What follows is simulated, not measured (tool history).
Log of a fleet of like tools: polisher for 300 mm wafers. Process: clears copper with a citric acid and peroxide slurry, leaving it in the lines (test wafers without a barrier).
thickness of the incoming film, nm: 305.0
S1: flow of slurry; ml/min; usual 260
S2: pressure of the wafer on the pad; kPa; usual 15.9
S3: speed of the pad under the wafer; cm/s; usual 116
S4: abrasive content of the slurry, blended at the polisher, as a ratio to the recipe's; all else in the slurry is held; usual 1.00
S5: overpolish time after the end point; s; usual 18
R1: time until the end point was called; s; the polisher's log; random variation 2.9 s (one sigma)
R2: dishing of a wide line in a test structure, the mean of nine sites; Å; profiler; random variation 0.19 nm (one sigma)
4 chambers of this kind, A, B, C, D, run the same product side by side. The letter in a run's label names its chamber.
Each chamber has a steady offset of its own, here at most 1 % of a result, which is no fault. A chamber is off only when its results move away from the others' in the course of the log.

At hour 3.8: chamber B: worn pad replaced by a new one.
Run 1B, hour 12.3: usual settings. Result: R1 172.41 s, R2 178.53 Å.
Run 2A, hour 25.3: usual settings. Result: R1 177.75 s, R2 182.28 Å.
Run 3C, hour 31.8: usual settings. Result: R1 176.91 s, R2 182.38 Å.
Run 4D, hour 41.0: usual settings. Result: R1 173.82 s, R2 178.66 Å.
At hour 47.1: chamber D: slurry blender recalibrated.
Run 5B, hour 48.6: usual settings. Result: R1 179.37 s, R2 177.20 Å.
Run 6D, hour 59.2: usual settings. Result: R1 167.76 s, R2 182.16 Å.
At hour 64.2: chamber D: head pressure recalibrated.
Run 7A, hour 67.6: usual settings. Result: R1 175.83 s, R2 181.30 Å.
At hour 68.5: chamber A: worn pad replaced by a new one.
At hour 73.2: chamber C: worn pad replaced by a new one.
Run 8C, hour 77.7: usual settings. Result: R1 177.26 s, R2 180.99 Å.
Run 9B, hour 87.3: usual settings. Result: R1 172.66 s, R2 174.05 Å.
Run 10C, hour 96.1: usual settings. Result: R1 172.31 s, R2 181.47 Å.
At hour 99.8: chamber B: slurry blender recalibrated.
Run 11D, hour 106.1: usual settings. Result: R1 179.55 s, R2 178.13 Å.
Run 12A, hour 113.3: usual settings. Result: R1 180.96 s, R2 177.99 Å.
At hour 118.0: chamber D: worn pad replaced by a new one.
Run 13B, hour 122.0: usual settings. Result: R1 176.39 s, R2 179.15 Å.
Run 14A, hour 130.3: usual settings. Result: R1 177.05 s, R2 180.32 Å.
Run 15C, hour 136.8: usual settings but S4 1.15, S5 26 s. Result: R1 173.73 s, R2 233.27 Å.
Run 16D, hour 145.4: usual settings but S4 1.15, S5 26 s. Result: R1 169.72 s, R2 228.58 Å.
At hour 149.6: chamber A: slurry blender recalibrated.
At hour 150.0: chamber D: slurry blender recalibrated.
At hour 155.2: chamber B: worn pad replaced by a new one.
Run 17A, hour 157.5: usual settings but S4 1.15, S5 26 s. Result: R1 174.84 s, R2 228.28 Å.
Run 18D, hour 169.4: usual settings but S4 1.15, S5 26 s. Result: R1 165.09 s, R2 235.64 Å.
Run 19B, hour 177.3: usual settings. Result: R1 173.85 s, R2 177.61 Å.
At hour 182.8: chamber B: slurry nozzle cleaned.
Run 20C, hour 184.1: usual settings. Result: R1 175.69 s, R2 177.60 Å.
At hour 187.4: chamber C: slurry blender recalibrated.
Run 21A, hour 191.1: usual settings. Result: R1 182.23 s, R2 174.02 Å.
At hour 197.8: chamber D: slurry nozzle cleaned.
Run 22D, hour 199.1: usual settings. Result: R1 179.44 s, R2 178.94 Å.
Run 23B, hour 206.7: usual settings. Result: R1 174.34 s, R2 177.28 Å.
Run 24C, hour 217.9: usual settings. Result: R1 173.64 s, R2 181.34 Å.
Run 25A, hour 230.2: usual settings. Result: R1 188.59 s, R2 171.88 Å.
At hour 239.5: chamber D: worn pad replaced by a new one.
Run 26C, hour 242.2: usual settings. Result: R1 181.82 s, R2 180.86 Å.
Run 27D, hour 251.9: usual settings. Result: R1 178.90 s, R2 179.15 Å.
At hour 261.0: chamber C: slurry nozzle cleaned.
At hour 262.2: chamber D: slurry blender recalibrated.
Run 28B, hour 262.7: usual settings. Result: R1 173.27 s, R2 179.00 Å.
At hour 268.8: chamber C: worn pad replaced by a new one.
Run 29B, hour 274.0: usual settings. Result: R1 179.09 s, R2 181.37 Å.
At hour 274.9: chamber A: worn pad replaced by a new one.
Run 30C, hour 280.2: usual settings. Result: R1 179.89 s, R2 178.52 Å.
Run 31D, hour 293.4: usual settings but S1 175 ml/min, S5 12 s. Result: R1 187.50 s, R2 130.13 Å.
Run 32A, hour 305.0: usual settings but S1 175 ml/min, S5 12 s. Result: R1 201.56 s, R2 121.34 Å.
Run 33B, hour 316.0: usual settings but S1 175 ml/min, S5 12 s. Result: R1 181.71 s, R2 125.11 Å.
Run 34D, hour 328.4: usual settings but S1 175 ml/min, S5 12 s. Result: R1 180.15 s, R2 128.83 Å.
Run 35C, hour 336.6: usual settings. Result: R1 174.57 s, R2 178.33 Å.
Run 36A, hour 347.5: usual settings. Result: R1 198.79 s, R2 167.21 Å.

Is one chamber off against the others, does the gauge drift, or is nothing wrong? If a chamber is off, say which, and what the likeliest cause is.

Chamber A drifts away from the others.
Cause: head's pressure below its setpoint, % = 10.7.

Here are 4 candidates for chamber A's next run, each the usual settings with a change, their results left as question marks. Which one brings its results back in line with what the others give on the usual settings?
In line means no further than this from the other chambers' mean on the usual settings: R1 10.00 s; R2 6.60 Å
Run 37A-1, hour 357.2: usual settings but S1 255 ml/min, S2 14.5 kPa, S3 104 cm/s. Result: R1 ?, R2 ?.
Run 37A-2, hour 357.2: usual settings but S2 16.5 kPa, S3 122 cm/s. Result: R1 ?, R2 ?.
Run 37A-3, hour 357.2: usual settings but S2 15.2 kPa, S3 110 cm/s. Result: R1 ?, R2 ?.
Run 37A-4, hour 357.2: usual settings but S1 265 ml/min, S2 17.9 kPa, S3 130 cm/s. Result: R1 ?, R2 ?.

The other chambers' mean on the usual settings: R1 176.48 s; R2 179.13 Å
  run      R1      R2
37A-1  239.11  143.98
37A-2  179.83  178.08
37A-3  216.20  155.52
37A-4  156.09  196.73
37A-2 brings the chamber back in line.
